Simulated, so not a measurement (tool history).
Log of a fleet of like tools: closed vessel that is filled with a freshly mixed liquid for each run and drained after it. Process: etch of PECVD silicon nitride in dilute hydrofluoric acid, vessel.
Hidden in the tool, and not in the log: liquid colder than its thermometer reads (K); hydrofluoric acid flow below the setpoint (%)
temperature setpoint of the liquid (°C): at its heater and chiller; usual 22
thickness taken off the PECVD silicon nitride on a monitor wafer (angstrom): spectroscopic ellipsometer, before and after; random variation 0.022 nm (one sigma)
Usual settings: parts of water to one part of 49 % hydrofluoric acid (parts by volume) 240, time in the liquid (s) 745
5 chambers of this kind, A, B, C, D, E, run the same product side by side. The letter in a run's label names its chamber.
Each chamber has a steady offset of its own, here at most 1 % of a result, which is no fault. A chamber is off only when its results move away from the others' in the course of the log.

run   hour  temperature setpoint of the liquid (°C)  parts of water to one part of 49 % hydrofluoric acid (parts by volume)  time in the liquid (s)  hours since the thermometer was replaced  hours since the hydrofluoric acid flow meter was replaced  read-back film thickness of the PECVD silicon nitride reference wafer, read on the same gauge (nm)  thickness taken off the PECVD silicon nitride on a monitor wafer (angstrom)
 1C    4.1                                       22                                                                     240                     745                                       572                                                      257.7                                                                                              59.988                                                                       47.151
 2D     10                                       22                                                                     240                     745                                       314                                                        403                                                                                               60.01                                                                       47.361
 3A     14                                       22                                                                     240                     745                                    1114.4                                                      687.5                                                                                              59.987                                                                       46.701
 4E   18.4                                       22                                                                     240                     745                                     892.3                                                        689                                                                                              59.998                                                                       47.297
 5B     22                                       22                                                                     240                     745                                     191.3                                                        132                                                                                              59.978                                                                       46.796
 6A   25.3                                       22                                                                     240                     745                                    1125.7                                                      698.8                                                                                              60.028                                                                       47.117
 7E   30.1                                       22                                                                     240                     745                                       904                                                      700.7                                                                                              59.989                                                                       46.908
 8B   34.5                                       22                                                                     240                     745                                     203.8                                                      144.5                                                                                              60.009                                                                       47.316
 9C   40.4                                       22                                                                     240                     745                                     608.3                                                        294                                                                                              60.001                                                                        46.77
10D   44.3                                       22                                                                     170                     745                                     348.3                                                      437.3                                                                                              59.972                                                                       66.498
11B   49.6                                       22                                                                     170                     745                                     218.9                                                      159.6                                                                                              60.017                                                                       66.114
12E   53.9                                       22                                                                     170                     745                                     927.8                                                      724.5                                                                                              60.032                                                                       65.841
13C   57.6                                       22                                                                     170                     745                                     625.5                                                      311.2                                                                                              60.002                                                                       65.555
14D   61.6                                       22                                                                     170                     745                                     365.6                                                      454.6                                                                                              59.985                                                                       65.685
15A   65.4                                       22                                                                     240                     745                                    1165.8                                                      738.9                                                                                              59.999                                                                       46.899
16E   71.2                                       22                                                                     240                     745                                     945.1                                                      741.8                                                                                              59.991                                                                       47.162
17A   75.1                                       22                                                                     240                     745                                    1175.5                                                      748.6                                                                                              59.984                                                                       47.033
18C     81                                       22                                                                     240                     745                                     648.9                                                      334.6                                                                                              60.025                                                                       46.282
19B     86                                       22                                                                     240                     745                                     255.3                                                        196                                                                                              60.017                                                                       47.558
20D   90.3                                       22                                                                     240                     745                                     394.3                                                      483.3                                                                                              59.995                                                                       45.353
21A     95                                       22                                                                     240                     745                                    1195.4                                                      768.5                                                                                              60.026                                                                       46.566
22D  100.7                                       22                                                                     240                     745                                     404.7                                                      493.7                                                                                              60.016                                                                       45.745
23E  103.6                                       22                                                                     240                     745                                     977.5                                                      774.2                                                                                              59.968                                                                       47.074
24B  107.2                                       25                                                                     240                     935                                     276.5                                                      217.2                                                                                              60.002                                                                       72.006
25C  111.8                                       25                                                                     240                     935                                     679.7                                                      365.4                                                                                              60.043                                                                       71.239
26A  114.5                                       25                                                                     240                     935                                    1214.9                                                        788                                                                                              60.011                                                                       71.191
27D  118.8                                       25                                                                     240                     935                                     422.8                                                      511.8                                                                                              60.035                                                                        67.59
28B  121.7                                       25                                                                     240                     935                                       291                                                      231.7                                                                                              60.008                                                                       71.757
29E  125.5                                       22                                                                     240                     745                                     999.4                                                      796.1                                                                                              60.026                                                                       47.262
30C  131.3                                       22                                                                     240                     745                                     699.2                                                      384.9                                                                                              60.069                                                                       46.979
31A  135.4                                       22                                                                     240                     745                                    1235.8                                                      808.9                                                                                              59.983                                                                       47.057

Next, every chamber runs the same settings. What will each give?
32A  139.7                                       22                                                                     240                     595                                                                                                                                                                                                                                                                                     ?
32B  139.7                                       22                                                                     240                     595                                                                                                                                                                                                                                                                                     ?
32C  139.7                                       22                                                                     240                     595                                                                                                                                                                                                                                                                                     ?
32D  139.7                                       22                                                                     240                     595                                                                                                                                                                                                                                                                                     ?
32E  139.7                                       22                                                                     240                     595                                                                                                                                                                                                                                                                                     ?

run  thickness taken off the PECVD silicon nitride on a monitor wafer (angstrom)
32A                                                                       37.216
32B                                                                       37.991
32C                                                                       37.146
32D                                                                       35.176
32E                                                                       37.637
